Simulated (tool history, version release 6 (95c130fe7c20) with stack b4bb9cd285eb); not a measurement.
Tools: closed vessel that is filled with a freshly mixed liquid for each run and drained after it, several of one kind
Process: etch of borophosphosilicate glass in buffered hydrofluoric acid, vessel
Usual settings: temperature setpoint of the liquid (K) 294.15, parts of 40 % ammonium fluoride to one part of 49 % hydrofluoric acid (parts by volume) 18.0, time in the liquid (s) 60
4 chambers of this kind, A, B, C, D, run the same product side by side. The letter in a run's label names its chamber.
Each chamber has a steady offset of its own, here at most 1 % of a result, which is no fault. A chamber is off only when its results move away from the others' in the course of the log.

| run | hour | temperature setpoint of the liquid (K) | parts of 40 % ammonium fluoride to one part of 49 % hydrofluoric acid (parts by volume) | time in the liquid (s) | read-back film thickness of the borophosphosilicate glass reference wafer, read on the same gauge (nm) | thickness taken off the borophosphosilicate glass on a monitor wafer (nm) |
|---|---|---|---|---|---|---|
| 1B | 10.6 | 294.15 | 18.0 | 60 | 39.988 | 88.175 |
| 2C | 16.6 | 294.15 | 18.0 | 60 | 39.992 | 85.448 |
| 3D | 24.1 | 294.15 | 18.0 | 60 | 40.028 | 88.079 |
| 4A | 35.5 | 294.15 | 18.0 | 60 | 40.007 | 86.101 |
| 5D | 43.4 | 294.15 | 18.0 | 60 | 40.009 | 87.874 |
| 6B | 52.7 | 292.65 | 24.0 | 60 | 39.988 | 63.381 |
| 7A | 60.4 | 292.65 | 24.0 | 60 | 40.023 | 62.551 |
|  | 61.4 | chamber D: hydrofluoric acid flow meter replaced |
|  | 70.9 | chamber C: hydrofluoric acid flow meter replaced |
| 8C | 72.7 | 292.65 | 24.0 | 60 | 39.983 | 64.624 |
| 9C | 83.5 | 292.65 | 24.0 | 60 | 40.003 | 63.357 |
| 10D | 91.9 | 294.15 | 18.0 | 60 | 39.989 | 86.587 |
| 11A | 103.2 | 294.15 | 18.0 | 60 | 39.987 | 87.143 |
| 12B | 109.8 | 294.15 | 18.0 | 60 | 39.987 | 84.428 |
|  | 114.1 | chamber A: hydrofluoric acid flow meter replaced |
| 13A | 117.8 | 294.15 | 18.0 | 60 | 39.995 | 87.154 |
| 14B | 127.4 | 294.15 | 18.0 | 60 | 40.013 | 84.403 |
| 15C | 133.8 | 294.15 | 18.0 | 60 | 39.993 | 86.614 |
| 16D | 141.0 | 294.15 | 18.0 | 60 | 39.962 | 87.329 |
| 17B | 148.4 | 294.15 | 18.0 | 60 | 40.014 | 83.555 |
| 18A | 155.7 | 294.15 | 18.0 | 60 | 39.989 | 87.088 |
| 19C | 168.4 | 294.15 | 18.0 | 60 | 39.995 | 88.323 |
| 20D | 177.8 | 294.15 | 18.0 | 60 | 40.016 | 87.176 |
| 21A | 184.8 | 294.15 | 18.0 | 60 | 39.971 | 86.941 |
| 22B | 192.4 | 294.15 | 18.0 | 60 | 40.005 | 81.586 |
| 23D | 204.0 | 294.15 | 18.0 | 60 | 40.025 | 86.884 |
| 24C | 216.4 | 294.15 | 18.0 | 60 | 39.967 | 86.237 |
| 25C | 223.8 | 294.15 | 18.0 | 30 | 39.970 | 43.123 |
| 26A | 235.5 | 294.15 | 18.0 | 30 | 39.963 | 43.000 |
| 27D | 242.9 | 294.15 | 18.0 | 30 | 40.052 | 43.513 |
| 28B | 252.1 | 294.15 | 18.0 | 30 | 39.974 | 39.519 |
| 29B | 260.5 | 294.15 | 14.5 | 40 | 39.981 | 65.819 |
| 30A | 267.9 | 294.15 | 14.5 | 40 | 39.980 | 71.288 |
| 31C | 275.5 | 294.15 | 14.5 | 40 | 40.000 | 71.272 |
| 32D | 288.7 | 294.15 | 14.5 | 40 | 39.975 | 71.105 |
| 33B | 300.4 | 294.15 | 18.0 | 60 | 40.004 | 78.604 |

All 4 chambers run these settings next. Forecast each chamber's results:
| 34A | 310.3 | 294.15 | 18.0 | 80 |  | ? |
| 34B | 310.3 | 294.15 | 18.0 | 80 |  | ? |
| 34C | 310.3 | 294.15 | 18.0 | 80 |  | ? |
| 34D | 310.3 | 294.15 | 18.0 | 80 |  | ? |

| run | thickness taken off the borophosphosilicate glass on a monitor wafer (nm) |
|---|---|
| 34A | 115.010 |
| 34B | 104.310 |
| 34C | 115.170 |
| 34D | 116.270 |
